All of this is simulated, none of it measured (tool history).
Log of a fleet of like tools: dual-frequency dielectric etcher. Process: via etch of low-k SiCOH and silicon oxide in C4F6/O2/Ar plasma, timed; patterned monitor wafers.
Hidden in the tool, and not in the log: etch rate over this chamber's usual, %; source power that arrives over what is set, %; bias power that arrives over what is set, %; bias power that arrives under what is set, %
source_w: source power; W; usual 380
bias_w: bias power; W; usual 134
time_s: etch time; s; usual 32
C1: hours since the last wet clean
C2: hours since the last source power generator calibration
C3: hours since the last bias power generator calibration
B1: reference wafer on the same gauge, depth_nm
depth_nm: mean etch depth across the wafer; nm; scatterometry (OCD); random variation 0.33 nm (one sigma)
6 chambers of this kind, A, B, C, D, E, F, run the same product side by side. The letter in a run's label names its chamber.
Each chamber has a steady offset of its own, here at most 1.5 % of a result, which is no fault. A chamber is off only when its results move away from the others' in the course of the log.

{"run": "1C", "hour": 3.9, "source_w": 380, "bias_w": 134, "time_s": 32, "C1": 509.9, "C2": 829.0, "C3": 1771.8, "B1": 75.874, "depth_nm": 67.453}
{"run": "2A", "hour": 9.2, "source_w": 380, "bias_w": 134, "time_s": 32, "C1": 346.4, "C2": 283.7, "C3": 1808.2, "B1": 75.823, "depth_nm": 68.04}
{"hour": 10.7, "done": "chamber B: wet clean of the chamber"}
{"run": "3F", "hour": 13.6, "source_w": 380, "bias_w": 134, "time_s": 32, "C1": 309.9, "C2": 703.2, "C3": 859.5, "B1": 75.874, "depth_nm": 66.858}
{"run": "4E", "hour": 17.7, "source_w": 380, "bias_w": 134, "time_s": 32, "C1": 564.6, "C2": 2989.4, "C3": 2525.1, "B1": 75.888, "depth_nm": 68.088}
{"run": "5D", "hour": 22.2, "source_w": 380, "bias_w": 134, "time_s": 32, "C1": 233.3, "C2": 736.9, "C3": 1738.8, "B1": 75.979, "depth_nm": 68.437}
{"run": "6B", "hour": 24.7, "source_w": 380, "bias_w": 134, "time_s": 32, "C1": 14.0, "C2": 2141.7, "C3": 1358.2, "B1": 75.879, "depth_nm": 68.192}
{"run": "7A", "hour": 29.8, "source_w": 380, "bias_w": 134, "time_s": 32, "C1": 367.0, "C2": 304.3, "C3": 1828.8, "B1": 75.933, "depth_nm": 68.137}
{"run": "8B", "hour": 33.7, "source_w": 380, "bias_w": 134, "time_s": 32, "C1": 23.0, "C2": 2150.7, "C3": 1367.2, "B1": 75.866, "depth_nm": 67.674}
{"run": "9D", "hour": 38.2, "source_w": 380, "bias_w": 134, "time_s": 32, "C1": 249.3, "C2": 752.9, "C3": 1754.8, "B1": 75.782, "depth_nm": 68.398}
{"run": "10E", "hour": 42.5, "source_w": 380, "bias_w": 134, "time_s": 32, "C1": 589.4, "C2": 3014.2, "C3": 2549.9, "B1": 75.839, "depth_nm": 68.628}
{"hour": 44.3, "done": "chamber C: wet clean of the chamber"}
{"run": "11C", "hour": 47.2, "source_w": 380, "bias_w": 134, "time_s": 32, "C1": 3.0, "C2": 872.3, "C3": 1815.1, "B1": 75.935, "depth_nm": 67.906}
{"run": "12F", "hour": 51.3, "source_w": 380, "bias_w": 134, "time_s": 32, "C1": 347.6, "C2": 740.9, "C3": 897.2, "B1": 75.906, "depth_nm": 67.346}
{"run": "13B", "hour": 55.5, "source_w": 380, "bias_w": 134, "time_s": 32, "C1": 44.8, "C2": 2172.5, "C3": 1389.0, "B1": 75.853, "depth_nm": 67.384}
{"hour": 57.0, "done": "chamber E: wet clean of the chamber"}
{"run": "14A", "hour": 60.4, "source_w": 380, "bias_w": 134, "time_s": 32, "C1": 397.6, "C2": 334.9, "C3": 1859.4, "B1": 75.959, "depth_nm": 68.12}
{"run": "15D", "hour": 64.9, "source_w": 380, "bias_w": 134, "time_s": 32, "C1": 276.0, "C2": 779.6, "C3": 1781.5, "B1": 75.851, "depth_nm": 67.86}
{"hour": 65.4, "done": "chamber A: wet clean of the chamber"}
{"run": "16C", "hour": 70.2, "source_w": 430, "bias_w": 161, "time_s": 32, "C1": 26.0, "C2": 895.3, "C3": 1838.1, "B1": 75.993, "depth_nm": 74.74}
{"run": "17E", "hour": 72.8, "source_w": 430, "bias_w": 161, "time_s": 32, "C1": 15.9, "C2": 3044.5, "C3": 2580.2, "B1": 75.864, "depth_nm": 78.978}
{"run": "18F", "hour": 75.4, "source_w": 430, "bias_w": 161, "time_s": 32, "C1": 371.7, "C2": 765.0, "C3": 921.3, "B1": 75.992, "depth_nm": 74.626}
{"run": "19A", "hour": 80.1, "source_w": 430, "bias_w": 161, "time_s": 32, "C1": 14.8, "C2": 354.6, "C3": 1879.1, "B1": 75.91, "depth_nm": 75.763}
{"run": "20C", "hour": 83.4, "source_w": 430, "bias_w": 161, "time_s": 32, "C1": 39.2, "C2": 908.5, "C3": 1851.3, "B1": 75.906, "depth_nm": 75.008}
{"run": "21D", "hour": 87.3, "source_w": 430, "bias_w": 161, "time_s": 32, "C1": 298.4, "C2": 802.0, "C3": 1803.9, "B1": 75.89, "depth_nm": 76.002}
{"run": "22F", "hour": 89.9, "source_w": 380, "bias_w": 134, "time_s": 32, "C1": 386.2, "C2": 779.5, "C3": 935.8, "B1": 75.945, "depth_nm": 66.998}
{"run": "23E", "hour": 92.7, "source_w": 380, "bias_w": 134, "time_s": 32, "C1": 35.8, "C2": 3064.4, "C3": 2600.1, "B1": 75.929, "depth_nm": 70.478}
{"run": "24B", "hour": 97.4, "source_w": 380, "bias_w": 134, "time_s": 35, "C1": 86.7, "C2": 2214.4, "C3": 1430.9, "B1": 75.919, "depth_nm": 73.38}
{"run": "25B", "hour": 101.0, "source_w": 380, "bias_w": 134, "time_s": 35, "C1": 90.3, "C2": 2218.0, "C3": 1434.5, "B1": 75.87, "depth_nm": 73.278}
{"run": "26E", "hour": 104.8, "source_w": 380, "bias_w": 134, "time_s": 35, "C1": 47.9, "C2": 3076.5, "C3": 2612.2, "B1": 75.914, "depth_nm": 76.955}
{"run": "27F", "hour": 110.3, "source_w": 380, "bias_w": 134, "time_s": 35, "C1": 406.6, "C2": 799.9, "C3": 956.2, "B1": 75.972, "depth_nm": 73.491}
{"run": "28C", "hour": 113.9, "source_w": 380, "bias_w": 134, "time_s": 35, "C1": 69.7, "C2": 939.0, "C3": 1881.8, "B1": 75.871, "depth_nm": 74.072}
{"run": "29A", "hour": 117.6, "source_w": 380, "bias_w": 134, "time_s": 35, "C1": 52.3, "C2": 392.1, "C3": 1916.6, "B1": 75.901, "depth_nm": 73.982}
{"run": "30D", "hour": 121.1, "source_w": 380, "bias_w": 149, "time_s": 23, "C1": 332.2, "C2": 835.8, "C3": 1837.7, "B1": 75.891, "depth_nm": 50.755}
{"run": "31D", "hour": 125.8, "source_w": 380, "bias_w": 149, "time_s": 23, "C1": 336.9, "C2": 840.5, "C3": 1842.4, "B1": 75.893, "depth_nm": 50.639}
{"run": "32C", "hour": 128.5, "source_w": 380, "bias_w": 149, "time_s": 23, "C1": 84.3, "C2": 953.6, "C3": 1896.4, "B1": 75.893, "depth_nm": 50.203}
{"run": "33E", "hour": 133.6, "source_w": 380, "bias_w": 149, "time_s": 23, "C1": 76.7, "C2": 3105.3, "C3": 2641.0, "B1": 75.876, "depth_nm": 52.362}
{"run": "34A", "hour": 136.5, "source_w": 380, "bias_w": 149, "time_s": 23, "C1": 71.2, "C2": 411.0, "C3": 1935.5, "B1": 75.962, "depth_nm": 50.534}
{"run": "35B", "hour": 140.0, "source_w": 380, "bias_w": 149, "time_s": 23, "C1": 129.3, "C2": 2257.0, "C3": 1473.5, "B1": 76.028, "depth_nm": 50.243}
{"run": "36F", "hour": 143.2, "source_w": 380, "bias_w": 134, "time_s": 32, "C1": 439.5, "C2": 832.8, "C3": 989.1, "B1": 75.827, "depth_nm": 67.272}
{"run": "37A", "hour": 148.0, "source_w": 380, "bias_w": 134, "time_s": 28, "C1": 82.7, "C2": 422.5, "C3": 1947.0, "B1": 75.926, "depth_nm": 59.633}

Next, every chamber runs the same settings. What will each give?
{"run": "38A", "hour": 152.0, "source_w": 380, "bias_w": 134, "time_s": 32, "depth_nm": "?"}
{"run": "38B", "hour": 152.0, "source_w": 380, "bias_w": 134, "time_s": 32, "depth_nm": "?"}
{"run": "38C", "hour": 152.0, "source_w": 380, "bias_w": 134, "time_s": 32, "depth_nm": "?"}
{"run": "38D", "hour": 152.0, "source_w": 380, "bias_w": 134, "time_s": 32, "depth_nm": "?"}
{"run": "38E", "hour": 152.0, "source_w": 380, "bias_w": 134, "time_s": 32, "depth_nm": "?"}
{"run": "38F", "hour": 152.0, "source_w": 380, "bias_w": 134, "time_s": 32, "depth_nm": "?"}

run=38A depth_nm=68.057
run=38B depth_nm=67.551
run=38C depth_nm=67.769
run=38D depth_nm=68.813
run=38E depth_nm=70.830
run=38F depth_nm=67.217
